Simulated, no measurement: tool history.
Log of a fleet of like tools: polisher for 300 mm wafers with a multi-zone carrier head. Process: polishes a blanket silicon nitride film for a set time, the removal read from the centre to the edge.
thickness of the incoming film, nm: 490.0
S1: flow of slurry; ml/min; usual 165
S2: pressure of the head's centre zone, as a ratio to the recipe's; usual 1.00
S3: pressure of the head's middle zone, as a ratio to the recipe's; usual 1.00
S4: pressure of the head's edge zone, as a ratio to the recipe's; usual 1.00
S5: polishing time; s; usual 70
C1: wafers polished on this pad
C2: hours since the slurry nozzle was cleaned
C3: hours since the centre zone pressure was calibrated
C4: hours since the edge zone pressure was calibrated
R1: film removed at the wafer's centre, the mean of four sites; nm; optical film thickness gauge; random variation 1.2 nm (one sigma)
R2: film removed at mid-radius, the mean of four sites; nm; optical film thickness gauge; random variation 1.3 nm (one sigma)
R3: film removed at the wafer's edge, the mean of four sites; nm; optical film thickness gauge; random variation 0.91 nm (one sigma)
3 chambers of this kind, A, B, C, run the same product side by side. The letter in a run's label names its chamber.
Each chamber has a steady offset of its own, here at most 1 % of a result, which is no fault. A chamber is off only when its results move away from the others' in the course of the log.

| run | hour | S1 | S2 | S3 | S4 | S5 | C1 | C2 | C3 | C4 | R1 | R2 | R3 |
|---|---|---|---|---|---|---|---|---|---|---|---|---|---|
|  | 1.2 | chamber A: edge zone pressure recalibrated |
|  | 6.7 | chamber C: worn pad replaced by a new one |
| 1A | 8.0 | 165 | 1.00 | 1.00 | 1.00 | 70 | 150 | 444.3 | 715.2 | 6.8 | 116.32 | 116.30 | 116.32 |
| 2C | 14.2 | 165 | 1.00 | 1.00 | 1.00 | 70 | 79 | 36.1 | 1302.1 | 313.2 | 117.64 | 117.66 | 117.36 |
| 3B | 19.5 | 165 | 1.00 | 1.00 | 1.00 | 70 | 798 | 140.1 | 719.4 | 227.1 | 116.26 | 115.10 | 114.98 |
| 4A | 30.9 | 165 | 1.00 | 1.00 | 1.00 | 70 | 394 | 467.2 | 738.1 | 29.7 | 118.68 | 116.61 | 118.16 |
| 5C | 36.3 | 165 | 1.00 | 1.00 | 1.00 | 70 | 314 | 58.2 | 1324.2 | 335.3 | 117.26 | 115.98 | 116.89 |
| 6B | 41.6 | 165 | 1.00 | 1.00 | 1.00 | 70 | 1033 | 162.2 | 741.5 | 249.2 | 114.38 | 114.24 | 114.41 |
| 7B | 48.4 | 165 | 1.00 | 1.00 | 1.00 | 70 | 1105 | 169.0 | 748.3 | 256.0 | 115.02 | 115.84 | 114.63 |
|  | 57.6 | chamber C: worn pad replaced by a new one |
| 8C | 59.4 | 165 | 1.00 | 1.00 | 1.00 | 70 | 20 | 81.3 | 1347.3 | 358.4 | 117.24 | 114.98 | 117.45 |
| 9A | 66.3 | 165 | 1.08 | 0.91 | 1.00 | 70 | 770 | 502.6 | 773.5 | 65.1 | 126.31 | 109.26 | 117.50 |
|  | 66.4 | chamber B: worn pad replaced by a new one |
|  | 70.3 | chamber A: slurry nozzle cleaned |
| 10A | 73.5 | 165 | 1.08 | 0.91 | 1.00 | 70 | 846 | 3.3 | 780.7 | 72.3 | 126.29 | 104.79 | 117.50 |
| 11B | 82.7 | 165 | 1.08 | 0.91 | 1.00 | 70 | 174 | 203.3 | 782.6 | 290.3 | 123.49 | 107.25 | 115.25 |
|  | 87.4 | chamber A: worn pad replaced by a new one |
| 12C | 92.7 | 165 | 1.00 | 1.00 | 1.00 | 70 | 373 | 114.6 | 1380.6 | 391.7 | 118.65 | 117.58 | 116.51 |
|  | 93.0 | chamber C: centre zone pressure recalibrated |
| 13A | 98.4 | 165 | 1.00 | 1.00 | 1.00 | 70 | 117 | 28.2 | 805.6 | 97.2 | 117.86 | 115.00 | 114.99 |
| 14B | 106.3 | 165 | 1.00 | 1.00 | 1.00 | 70 | 424 | 226.9 | 806.2 | 313.9 | 116.72 | 116.93 | 114.72 |
| 15C | 114.2 | 165 | 1.00 | 1.00 | 1.00 | 70 | 602 | 136.1 | 21.3 | 413.2 | 106.93 | 115.09 | 116.04 |
|  | 115.9 | chamber C: worn pad replaced by a new one |
| 16B | 125.1 | 165 | 1.00 | 1.00 | 1.00 | 70 | 624 | 245.7 | 825.0 | 332.7 | 115.80 | 114.71 | 114.82 |
| 17A | 132.7 | 165 | 1.00 | 1.00 | 1.00 | 70 | 482 | 62.5 | 839.9 | 131.5 | 117.80 | 117.46 | 116.85 |
| 18C | 143.8 | 165 | 1.00 | 1.00 | 1.07 | 70 | 297 | 165.7 | 50.9 | 442.8 | 105.49 | 114.77 | 120.48 |
| 19A | 154.0 | 165 | 1.00 | 1.00 | 1.07 | 70 | 708 | 83.8 | 861.2 | 152.8 | 117.88 | 114.59 | 121.26 |
| 20B | 160.2 | 165 | 1.00 | 1.00 | 1.07 | 70 | 997 | 280.8 | 860.1 | 367.8 | 114.92 | 115.42 | 119.99 |
|  | 162.0 | chamber B: worn pad replaced by a new one |
|  | 167.4 | chamber C: worn pad replaced by a new one |
| 21C | 171.1 | 165 | 1.00 | 1.00 | 1.00 | 70 | 40 | 193.0 | 78.2 | 470.1 | 105.79 | 114.43 | 115.51 |
|  | 176.4 | chamber A: worn pad replaced by a new one |
| 22A | 177.4 | 165 | 1.00 | 1.00 | 1.00 | 70 | 11 | 107.2 | 884.6 | 176.2 | 118.04 | 116.26 | 116.46 |
| 23B | 183.4 | 165 | 1.00 | 1.00 | 1.00 | 70 | 228 | 304.0 | 883.3 | 391.0 | 114.61 | 115.42 | 113.98 |

Is one chamber off against the others, does the gauge drift, or is nothing wrong? If a chamber is off, say which, and what the likeliest cause is.

A service left chamber C off against the others.
Cause: centre zone's pressure below its setpoint, % = 9.66.

Here are 4 candidates for chamber C's next run, each the usual settings with a change, their results left as question marks. Which one brings its results back in line with what the others give on the usual settings?
In line means no further than this from the other chambers' mean on the usual settings: R1 4.200 nm; R2 4.50 nm; R3 3.20 nm
| 24C-1 | 191.5 | 180 | 1.17 | 0.96 | 0.93 | 72 |  |  |  |  | ? | ? | ? |
| 24C-2 | 191.5 | 150 | 0.85 | 1.03 | 1.06 | 69 |  |  |  |  | ? | ? | ? |
| 24C-3 | 191.5 | 170 | 1.08 | 0.99 | 0.97 | 71 |  |  |  |  | ? | ? | ? |
| 24C-4 | 191.5 | 160 | 0.92 | 1.01 | 1.03 | 69 |  |  |  |  | ? | ? | ? |

The other chambers' mean on the usual settings: R1 116.300 nm; R2 115.76 nm; R3 115.74 nm
| run | R1 | R2 | R3 |
|---|---|---|---|
| 24C-1 | 130.250 | 116.57 | 116.29 |
| 24C-2 | 85.075 | 115.52 | 116.53 |
| 24C-3 | 116.620 | 117.14 | 116.34 |
| 24C-4 | 94.060 | 114.80 | 115.76 |
24C-3 brings the chamber back in line.
